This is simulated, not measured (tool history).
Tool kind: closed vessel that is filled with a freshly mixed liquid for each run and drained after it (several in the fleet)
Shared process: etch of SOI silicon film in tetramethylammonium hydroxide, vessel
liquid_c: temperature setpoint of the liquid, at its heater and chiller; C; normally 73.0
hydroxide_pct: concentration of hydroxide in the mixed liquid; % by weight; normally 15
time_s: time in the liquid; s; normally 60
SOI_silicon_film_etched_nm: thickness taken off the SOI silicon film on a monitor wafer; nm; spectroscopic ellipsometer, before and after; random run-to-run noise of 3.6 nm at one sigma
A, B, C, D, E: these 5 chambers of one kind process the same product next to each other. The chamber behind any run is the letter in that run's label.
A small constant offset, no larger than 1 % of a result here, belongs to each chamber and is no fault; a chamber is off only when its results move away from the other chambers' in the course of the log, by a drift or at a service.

run,hour,liquid_c,hydroxide_pct,time_s,hours since the thermometer was replaced,hours since the hydroxide flow meter was replaced,"read-back film thickness of the SOI silicon film reference wafer, read on the same gauge (nm)",SOI_silicon_film_etched_nm
1A,5.3,73.0,15,60,322.7,57.5,89.985,405.01
2D,9.8,73.0,15,60,79.0,156.6,90.026,409.12
3C,15.7,73.0,15,60,22.8,585.2,90.006,407.79
4B,23.3,73.0,15,60,644.7,1160.1,89.992,398.87
5E,30.1,73.0,15,60,1151.8,1669.5,89.994,414.12
# hour 32.6: chamber B: hydroxide flow meter replaced
6E,36.5,73.0,18,60,1158.2,1675.9,90.003,385.05
7A,43.2,73.0,18,60,360.6,95.4,90.018,385.55
8C,49.9,73.0,18,60,57.0,619.4,89.976,379.83
9D,55.1,73.0,18,60,124.3,201.9,90.017,378.93
10B,64.2,73.0,18,60,685.6,31.6,89.985,381.52
11B,68.5,73.0,15,60,689.9,35.9,89.968,404.53
12A,78.0,73.0,15,60,395.4,130.2,90.020,413.05
13D,83.4,73.0,15,60,152.6,230.2,90.008,407.86
14C,93.0,81.0,15,60,100.1,662.5,89.969,644.06
15E,101.9,81.0,15,60,1223.6,1741.3,90.004,637.69
16C,110.4,81.0,15,60,117.5,679.9,90.036,635.28
17A,120.0,81.0,15,60,437.4,172.2,89.980,637.63
18B,124.4,81.0,15,60,745.8,91.8,89.994,647.23
19D,129.0,73.0,15,60,198.2,275.8,89.996,407.20
20E,138.7,73.0,15,60,1260.4,1778.1,90.023,413.10
21E,147.0,73.0,15,60,1268.7,1786.4,90.001,403.78
22D,151.7,73.0,15,60,220.9,298.5,90.005,405.78
23B,160.4,80.5,15,50,781.8,127.8,89.967,510.85
24C,168.2,80.5,15,50,175.3,737.7,89.968,522.68
25A,173.7,80.5,15,50,491.1,225.9,89.995,521.60
26E,182.9,80.5,15,50,1304.6,1822.3,90.024,516.93
27D,192.0,80.5,15,50,261.2,338.8,89.986,525.53
28B,198.8,73.0,15,60,820.2,166.2,89.986,405.86
29C,206.5,73.0,15,60,213.6,776.0,90.051,406.18
30A,215.2,73.0,15,60,532.6,267.4,90.014,409.78
31E,222.7,73.0,15,60,1344.4,1862.1,89.960,415.10
32D,230.0,66.5,15,75,299.2,376.8,89.993,347.01

Is one chamber off against the others, does the gauge drift, or is nothing wrong? If a chamber is off, say which, and what the likeliest cause is.

Nothing is wrong: each chamber keeps only its own small, steady offset and the gauge holds still.
